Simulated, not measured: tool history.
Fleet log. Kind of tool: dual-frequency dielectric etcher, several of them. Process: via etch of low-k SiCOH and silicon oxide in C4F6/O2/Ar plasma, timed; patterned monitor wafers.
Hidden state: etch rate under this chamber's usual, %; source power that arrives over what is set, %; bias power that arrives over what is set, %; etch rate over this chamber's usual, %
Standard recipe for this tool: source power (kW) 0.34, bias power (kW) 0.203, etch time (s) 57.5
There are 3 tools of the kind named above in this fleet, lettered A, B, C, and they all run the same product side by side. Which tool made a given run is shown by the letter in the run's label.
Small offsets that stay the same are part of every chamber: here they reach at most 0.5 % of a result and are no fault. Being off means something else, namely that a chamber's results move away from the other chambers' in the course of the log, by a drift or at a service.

run	hour	source power (kW)	bias power (kW)	etch time (s)	hours since the last wet clean	hours since the last source power generator calibration	hours since the last bias power generator calibration	read-back reference wafer on the same gauge, depth_nm	mean etch depth across the wafer (Å)
1C	5.4	0.34	0.203	57.5	174.3	2344.7	213	153.11	1574.2
2A	10.7	0.34	0.203	57.5	177.5	1013	501.1	153.1	1577.5
3B	16.1	0.34	0.203	57.5	286.1	609.1	490.6	153.07	1570.3
4B	25.1	0.34	0.203	57.5	295.1	618.1	499.6	152.88	1570.1
5C	32.4	0.34	0.203	57.5	201.3	2371.7	240	153.1	1574.9
6A	41.5	0.34	0.203	57.5	208.3	1043.8	531.9	152.84	1560.3
7C	46.7	0.34	0.203	57.5	215.6	2386	254.3	152.92	1566.4
8A	54.7	0.34	0.203	57.5	221.5	1057	545.1	153.18	1561.3
9B	63.5	0.34	0.203	57.5	333.5	656.5	538	153.09	1571.1
10A	71.1	0.34	0.203	57.5	237.9	1073.4	561.5	153.2	1568.1
11B	76.1	0.34	0.203	57.5	346.1	669.1	550.6	153.25	1575
# hour 81.2: chamber B: wet clean of the chamber
12C	84.1	0.34	0.165	47	253	2423.4	291.7	152.96	1200.4
13C	92.2	0.34	0.165	47	261.1	2431.5	299.8	152.82	1204.9
14A	99.5	0.34	0.165	47	266.3	1101.8	589.9	153.05	1190.4
15B	105	0.34	0.203	57.5	23.9	698	579.5	152.97	1566.3
16C	110	0.34	0.156	45	278.9	2449.3	317.6	152.97	1141.6
17B	116.5	0.34	0.156	45	35.4	709.5	591	153.08	1127.1
18A	125.3	0.34	0.156	45	292.1	1127.6	615.7	153	1120.1
19B	129.6	0.34	0.203	57.5	48.5	722.6	604.1	153.02	1568.3
# hour 135.9: chamber C: source power generator calibrated
20C	138.9	0.34	0.203	57.5	307.8	3.1	346.5	152.99	1563.2
21A	143	0.34	0.203	57.5	309.8	1145.3	633.4	152.97	1569.4
22B	149.1	0.34	0.203	57.5	68	742.1	623.6	153.1	1572.4
23A	155.7	0.34	0.203	57.5	322.5	1158	646.1	152.97	1566.4
24C	162.5	0.34	0.23	65	331.4	26.7	370.1	152.92	1848.3
25C	170.7	0.34	0.23	65	339.6	34.9	378.3	153.04	1842.5
26A	179.9	0.34	0.23	65	346.7	1182.2	670.3	152.81	1836.8

Each of the 3 chambers runs these same settings next. Fill in every chamber's results:
27A	186.6	0.34	0.17	57.5					?
27B	186.6	0.34	0.17	57.5					?
27C	186.6	0.34	0.17	57.5					?

run	mean etch depth across the wafer (Å)
27A	1487.7
27B	1477.7
27C	1488.8

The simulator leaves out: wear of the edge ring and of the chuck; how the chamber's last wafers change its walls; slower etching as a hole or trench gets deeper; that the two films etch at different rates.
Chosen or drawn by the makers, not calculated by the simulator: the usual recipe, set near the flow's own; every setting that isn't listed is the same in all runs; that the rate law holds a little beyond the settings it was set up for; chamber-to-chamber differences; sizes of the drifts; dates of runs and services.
